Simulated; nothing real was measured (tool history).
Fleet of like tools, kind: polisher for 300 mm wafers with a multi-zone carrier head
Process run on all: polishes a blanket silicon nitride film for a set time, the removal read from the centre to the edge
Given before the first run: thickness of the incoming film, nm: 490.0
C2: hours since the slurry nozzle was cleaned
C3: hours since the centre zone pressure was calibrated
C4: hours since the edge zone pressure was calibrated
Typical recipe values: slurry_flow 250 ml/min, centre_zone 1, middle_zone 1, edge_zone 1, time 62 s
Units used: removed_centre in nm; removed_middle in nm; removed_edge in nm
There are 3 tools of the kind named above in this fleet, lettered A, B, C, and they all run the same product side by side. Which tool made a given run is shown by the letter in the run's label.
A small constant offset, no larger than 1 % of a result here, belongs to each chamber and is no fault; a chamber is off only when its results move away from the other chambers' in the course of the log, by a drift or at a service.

{"run": "1A", "hour": 2.9, "slurry_flow": 250, "centre_zone": 1, "middle_zone": 1, "edge_zone": 1, "time": 62, "wafers polished on this pad": 267, "C2": 304.3, "C3": 121.5, "C4": 454, "removed_centre": 82.492, "removed_middle": 82.144, "removed_edge": 85.62}
{"run": "2B", "hour": 7.0, "slurry_flow": 250, "centre_zone": 1, "middle_zone": 1, "edge_zone": 1, "time": 62, "wafers polished on this pad": 443, "C2": 518.4, "C3": 583.5, "C4": 730.5, "removed_centre": 83.727, "removed_middle": 81.991, "removed_edge": 84.139}
{"run": "3C", "hour": 10.5, "slurry_flow": 250, "centre_zone": 1, "middle_zone": 1, "edge_zone": 1, "time": 62, "wafers polished on this pad": 159, "C2": 297.9, "C3": 141, "C4": 1015.3, "removed_centre": 80.81, "removed_middle": 82.202, "removed_edge": 82.976}
{"run": "4C", "hour": 15.6, "slurry_flow": 250, "centre_zone": 1, "middle_zone": 1, "edge_zone": 1, "time": 62, "wafers polished on this pad": 223, "C2": 303, "C3": 146.1, "C4": 1020.4, "removed_centre": 81.635, "removed_middle": 81.36, "removed_edge": 81.332}
{"hour": 17.5, "done": "chamber A: edge zone pressure recalibrated"}
{"run": "5A", "hour": 20.7, "slurry_flow": 250, "centre_zone": 1, "middle_zone": 0.89, "edge_zone": 0.93, "time": 62, "wafers polished on this pad": 492, "C2": 322.1, "C3": 139.3, "C4": 3.3, "removed_centre": 81.693, "removed_middle": 74.105, "removed_edge": 81.222}
{"run": "6B", "hour": 23.2, "slurry_flow": 250, "centre_zone": 1, "middle_zone": 0.89, "edge_zone": 0.93, "time": 62, "wafers polished on this pad": 648, "C2": 534.6, "C3": 599.7, "C4": 746.7, "removed_centre": 82.894, "removed_middle": 73.941, "removed_edge": 81.17}
{"run": "7A", "hour": 28.4, "slurry_flow": 250, "centre_zone": 1, "middle_zone": 0.89, "edge_zone": 0.93, "time": 62, "wafers polished on this pad": 590, "C2": 329.8, "C3": 147, "C4": 11, "removed_centre": 82.174, "removed_middle": 73.553, "removed_edge": 79.259}
{"run": "8B", "hour": 32.0, "slurry_flow": 250, "centre_zone": 1, "middle_zone": 1, "edge_zone": 1, "time": 62, "wafers polished on this pad": 759, "C2": 543.4, "C3": 608.5, "C4": 755.5, "removed_centre": 82.692, "removed_middle": 83.643, "removed_edge": 81.671}
{"run": "9C", "hour": 35.4, "slurry_flow": 250, "centre_zone": 1, "middle_zone": 1, "edge_zone": 1, "time": 62, "wafers polished on this pad": 474, "C2": 322.8, "C3": 165.9, "C4": 1040.2, "removed_centre": 81.864, "removed_middle": 81.947, "removed_edge": 81.825}
{"run": "10C", "hour": 39.3, "slurry_flow": 250, "centre_zone": 1, "middle_zone": 1, "edge_zone": 1, "time": 62, "wafers polished on this pad": 523, "C2": 326.7, "C3": 169.8, "C4": 1044.1, "removed_centre": 82.132, "removed_middle": 81.285, "removed_edge": 84.455}
{"hour": 43.7, "done": "chamber A: worn pad replaced by a new one"}
{"run": "11B", "hour": 44.7, "slurry_flow": 250, "centre_zone": 1, "middle_zone": 1, "edge_zone": 1, "time": 62, "wafers polished on this pad": 920, "C2": 556.1, "C3": 621.2, "C4": 768.2, "removed_centre": 82.099, "removed_middle": 81.688, "removed_edge": 81.195}
{"run": "12A", "hour": 49.4, "slurry_flow": 250, "centre_zone": 1, "middle_zone": 1, "edge_zone": 1, "time": 62, "wafers polished on this pad": 72, "C2": 350.8, "C3": 168, "C4": 32, "removed_centre": 83.924, "removed_middle": 82.923, "removed_edge": 81.387}
{"run": "13A", "hour": 52.8, "slurry_flow": 210, "centre_zone": 1, "middle_zone": 1, "edge_zone": 1, "time": 62, "wafers polished on this pad": 115, "C2": 354.2, "C3": 171.4, "C4": 35.4, "removed_centre": 81.831, "removed_middle": 80.734, "removed_edge": 81.245}
{"run": "14C", "hour": 56.8, "slurry_flow": 210, "centre_zone": 1, "middle_zone": 1, "edge_zone": 1, "time": 62, "wafers polished on this pad": 744, "C2": 344.2, "C3": 187.3, "C4": 1061.6, "removed_centre": 77.463, "removed_middle": 80.737, "removed_edge": 80.591}
{"run": "15B", "hour": 60.3, "slurry_flow": 210, "centre_zone": 1, "middle_zone": 1, "edge_zone": 1, "time": 62, "wafers polished on this pad": 1117, "C2": 571.7, "C3": 636.8, "C4": 783.8, "removed_centre": 80.924, "removed_middle": 79.902, "removed_edge": 81.396}
{"hour": 61.3, "done": "chamber C: worn pad replaced by a new one"}
{"run": "16C", "hour": 64.0, "slurry_flow": 250, "centre_zone": 1, "middle_zone": 1, "edge_zone": 1, "time": 62, "wafers polished on this pad": 34, "C2": 351.4, "C3": 194.5, "C4": 1068.8, "removed_centre": 80.348, "removed_middle": 82.134, "removed_edge": 81.826}
{"hour": 68.3, "done": "chamber B: worn pad replaced by a new one"}
{"run": "17A", "hour": 69.0, "slurry_flow": 250, "centre_zone": 1, "middle_zone": 1, "edge_zone": 1, "time": 62, "wafers polished on this pad": 320, "C2": 370.4, "C3": 187.6, "C4": 51.6, "removed_centre": 82.537, "removed_middle": 82.144, "removed_edge": 84.137}
{"run": "18B", "hour": 72.9, "slurry_flow": 250, "centre_zone": 1, "middle_zone": 1, "edge_zone": 1, "time": 62, "wafers polished on this pad": 58, "C2": 584.3, "C3": 649.4, "C4": 796.4, "removed_centre": 82.139, "removed_middle": 82.294, "removed_edge": 82.766}
{"hour": 73.2, "done": "chamber C: slurry nozzle cleaned"}
{"run": "19A", "hour": 78.2, "slurry_flow": 250, "centre_zone": 1, "middle_zone": 1, "edge_zone": 1, "time": 62, "wafers polished on this pad": 436, "C2": 379.6, "C3": 196.8, "C4": 60.8, "removed_centre": 82.295, "removed_middle": 82.6, "removed_edge": 82.401}
{"hour": 82.8, "done": "chamber C: edge zone pressure recalibrated"}
{"run": "20C", "hour": 83.3, "slurry_flow": 250, "centre_zone": 1, "middle_zone": 1, "edge_zone": 1, "time": 62, "wafers polished on this pad": 278, "C2": 10.1, "C3": 213.8, "C4": 0.6, "removed_centre": 78.744, "removed_middle": 83.791, "removed_edge": 83.763}
{"run": "21B", "hour": 87.4, "slurry_flow": 250, "centre_zone": 1, "middle_zone": 1, "edge_zone": 1, "time": 62, "wafers polished on this pad": 241, "C2": 598.8, "C3": 663.9, "C4": 810.9, "removed_centre": 81.827, "removed_middle": 81.566, "removed_edge": 85.633}
{"run": "22C", "hour": 91.0, "slurry_flow": 250, "centre_zone": 1, "middle_zone": 0.88, "edge_zone": 1.08, "time": 62, "wafers polished on this pad": 376, "C2": 17.8, "C3": 221.5, "C4": 8.3, "removed_centre": 76.585, "removed_middle": 73.489, "removed_edge": 86.335}
{"hour": 93.7, "done": "chamber A: worn pad replaced by a new one"}
{"run": "23B", "hour": 93.9, "slurry_flow": 250, "centre_zone": 1, "middle_zone": 0.88, "edge_zone": 1.08, "time": 62, "wafers polished on this pad": 324, "C2": 605.3, "C3": 670.4, "C4": 817.4, "removed_centre": 83.178, "removed_middle": 72.097, "removed_edge": 85.605}
{"run": "24A", "hour": 97.1, "slurry_flow": 250, "centre_zone": 1, "middle_zone": 0.88, "edge_zone": 1.08, "time": 62, "wafers polished on this pad": 43, "C2": 398.5, "C3": 215.7, "C4": 79.7, "removed_centre": 81.21, "removed_middle": 73.86, "removed_edge": 86.619}
{"run": "25B", "hour": 100.5, "slurry_flow": 250, "centre_zone": 1, "middle_zone": 1, "edge_zone": 1, "time": 62, "wafers polished on this pad": 407, "C2": 611.9, "C3": 677, "C4": 824, "removed_centre": 81.08, "removed_middle": 82.167, "removed_edge": 81.985}
{"run": "26C", "hour": 104.8, "slurry_flow": 250, "centre_zone": 1, "middle_zone": 1, "edge_zone": 1, "time": 62, "wafers polished on this pad": 550, "C2": 31.6, "C3": 235.3, "C4": 22.1, "removed_centre": 76.958, "removed_middle": 80.573, "removed_edge": 82.776}
{"run": "27A", "hour": 108.2, "slurry_flow": 250, "centre_zone": 1, "middle_zone": 1, "edge_zone": 1, "time": 62, "wafers polished on this pad": 184, "C2": 409.6, "C3": 226.8, "C4": 90.8, "removed_centre": 80.815, "removed_middle": 82.909, "removed_edge": 82.552}
{"run": "28B", "hour": 113.0, "slurry_flow": 250, "centre_zone": 1, "middle_zone": 1, "edge_zone": 1, "time": 62, "wafers polished on this pad": 565, "C2": 624.4, "C3": 689.5, "C4": 836.5, "removed_centre": 81.147, "removed_middle": 82.344, "removed_edge": 81.741}
{"run": "29C", "hour": 115.7, "slurry_flow": 250, "centre_zone": 1, "middle_zone": 1, "edge_zone": 1, "time": 62, "wafers polished on this pad": 688, "C2": 42.5, "C3": 246.2, "C4": 33, "removed_centre": 76.464, "removed_middle": 80.788, "removed_edge": 81.071}
{"hour": 116.6, "done": "chamber C: worn pad replaced by a new one"}
{"run": "30A", "hour": 120.3, "slurry_flow": 250, "centre_zone": 1, "middle_zone": 1, "edge_zone": 1, "time": 62, "wafers polished on this pad": 337, "C2": 421.7, "C3": 238.9, "C4": 102.9, "removed_centre": 81.534, "removed_middle": 81.66, "removed_edge": 84.979}
{"run": "31A", "hour": 125.9, "slurry_flow": 250, "centre_zone": 1, "middle_zone": 1, "edge_zone": 1, "time": 62, "wafers polished on this pad": 408, "C2": 427.3, "C3": 244.5, "C4": 108.5, "removed_centre": 83.02, "removed_middle": 80.928, "removed_edge": 81.047}
{"run": "32C", "hour": 130.5, "slurry_flow": 250, "centre_zone": 1, "middle_zone": 1, "edge_zone": 1, "time": 62, "wafers polished on this pad": 176, "C2": 57.3, "C3": 261, "C4": 47.8, "removed_centre": 73.853, "removed_middle": 82.519, "removed_edge": 82.44}
{"run": "33B", "hour": 135.2, "slurry_flow": 250, "centre_zone": 1, "middle_zone": 1, "edge_zone": 1, "time": 62, "wafers polished on this pad": 846, "C2": 646.6, "C3": 711.7, "C4": 858.7, "removed_centre": 82.718, "removed_middle": 81.146, "removed_edge": 81.715}
{"run": "34B", "hour": 140.5, "slurry_flow": 250, "centre_zone": 1, "middle_zone": 1, "edge_zone": 1, "time": 62, "wafers polished on this pad": 913, "C2": 651.9, "C3": 717, "C4": 864, "removed_centre": 83, "removed_middle": 81.796, "removed_edge": 81.264}
{"run": "35C", "hour": 143.4, "slurry_flow": 250, "centre_zone": 1, "middle_zone": 1, "edge_zone": 1, "time": 62, "wafers polished on this pad": 339, "C2": 70.2, "C3": 273.9, "C4": 60.7, "removed_centre": 74.157, "removed_middle": 81.912, "removed_edge": 82.532}
{"run": "36A", "hour": 148.2, "slurry_flow": 250, "centre_zone": 1, "middle_zone": 1, "edge_zone": 1, "time": 62, "wafers polished on this pad": 690, "C2": 449.6, "C3": 266.8, "C4": 130.8, "removed_centre": 81.944, "removed_middle": 82.908, "removed_edge": 80.206}
{"run": "37C", "hour": 152.1, "slurry_flow": 250, "centre_zone": 1, "middle_zone": 1, "edge_zone": 1, "time": 62, "wafers polished on this pad": 449, "C2": 78.9, "C3": 282.6, "C4": 69.4, "removed_centre": 74.271, "removed_middle": 81.818, "removed_edge": 82.824}
{"hour": 152.8, "done": "chamber A: worn pad replaced by a new one"}
{"run": "38B", "hour": 156.9, "slurry_flow": 250, "centre_zone": 1, "middle_zone": 1, "edge_zone": 1, "time": 62, "wafers polished on this pad": 1121, "C2": 668.3, "C3": 733.4, "C4": 880.4, "removed_centre": 82.843, "removed_middle": 80.415, "removed_edge": 81.735}
{"run": "39A", "hour": 159.4, "slurry_flow": 250, "centre_zone": 1, "middle_zone": 1, "edge_zone": 1, "time": 62, "wafers polished on this pad": 83, "C2": 460.8, "C3": 278, "C4": 142, "removed_centre": 81.088, "removed_middle": 82.262, "removed_edge": 80.178}
{"run": "40C", "hour": 162.9, "slurry_flow": 250, "centre_zone": 1, "middle_zone": 1, "edge_zone": 1, "time": 62, "wafers polished on this pad": 586, "C2": 89.7, "C3": 293.4, "C4": 80.2, "removed_centre": 72.969, "removed_middle": 82.96, "removed_edge": 81.926}
{"run": "41B", "hour": 166.3, "slurry_flow": 250, "centre_zone": 1, "middle_zone": 1, "edge_zone": 1, "time": 62, "wafers polished on this pad": 1240, "C2": 677.7, "C3": 742.8, "C4": 889.8, "removed_centre": 81.27, "removed_middle": 82.547, "removed_edge": 84.242}
{"run": "42A", "hour": 169.9, "slurry_flow": 250, "centre_zone": 1, "middle_zone": 1, "edge_zone": 1, "time": 62, "wafers polished on this pad": 216, "C2": 471.3, "C3": 288.5, "C4": 152.5, "removed_centre": 80.114, "removed_middle": 82.729, "removed_edge": 82.637}

Decide between three cases: one chamber stands off from its peers, the gauge reading all wafers drifts, or nothing is wrong past each chamber's small offset. Where a chamber is off, say which and what most likely put it there.

Chamber C drifts away from the others.
Most likely cause: centre zone's pressure below its setpoint, % = 10.3.

Here are 4 candidates for chamber C's next run, each the usual settings with a change, their results left as question marks. Which one brings its results back in line with what the others give on the usual settings?
A result is in line if it is within this distance of the other chambers' mean on the usual settings: removed_centre 3.5 nm; removed_middle 2.9 nm; removed_edge 4.2 nm
{"run": "43C-1", "hour": 174.0, "slurry_flow": 255, "centre_zone": 1.09, "middle_zone": 0.98, "edge_zone": 0.97, "time": 63, "removed_centre": "?", "removed_middle": "?", "removed_edge": "?"}
{"run": "43C-2", "hour": 174.0, "slurry_flow": 245, "centre_zone": 0.91, "middle_zone": 1.02, "edge_zone": 1.03, "time": 61, "removed_centre": "?", "removed_middle": "?", "removed_edge": "?"}
{"run": "43C-3", "hour": 174.0, "slurry_flow": 250, "centre_zone": 0.97, "middle_zone": 1.01, "edge_zone": 1.01, "time": 62, "removed_centre": "?", "removed_middle": "?", "removed_edge": "?"}
{"run": "43C-4", "hour": 174.0, "slurry_flow": 250, "centre_zone": 1.03, "middle_zone": 0.99, "edge_zone": 0.99, "time": 62, "removed_centre": "?", "removed_middle": "?", "removed_edge": "?"}

Mean of the other chambers on the usual settings: removed_centre 82.012 nm; removed_middle 82.087 nm; removed_edge 82.717 nm
run=43C-1 removed_centre=81.668 removed_middle=82.433 removed_edge=82.673
run=43C-2 removed_centre=64.228 removed_middle=82.439 removed_edge=82.31
run=43C-3 removed_centre=70.361 removed_middle=83.221 removed_edge=82.944
run=43C-4 removed_centre=75.262 removed_middle=81.707 removed_edge=82.089
43C-1 is the one that brings the chamber's results back in line with the other chambers.

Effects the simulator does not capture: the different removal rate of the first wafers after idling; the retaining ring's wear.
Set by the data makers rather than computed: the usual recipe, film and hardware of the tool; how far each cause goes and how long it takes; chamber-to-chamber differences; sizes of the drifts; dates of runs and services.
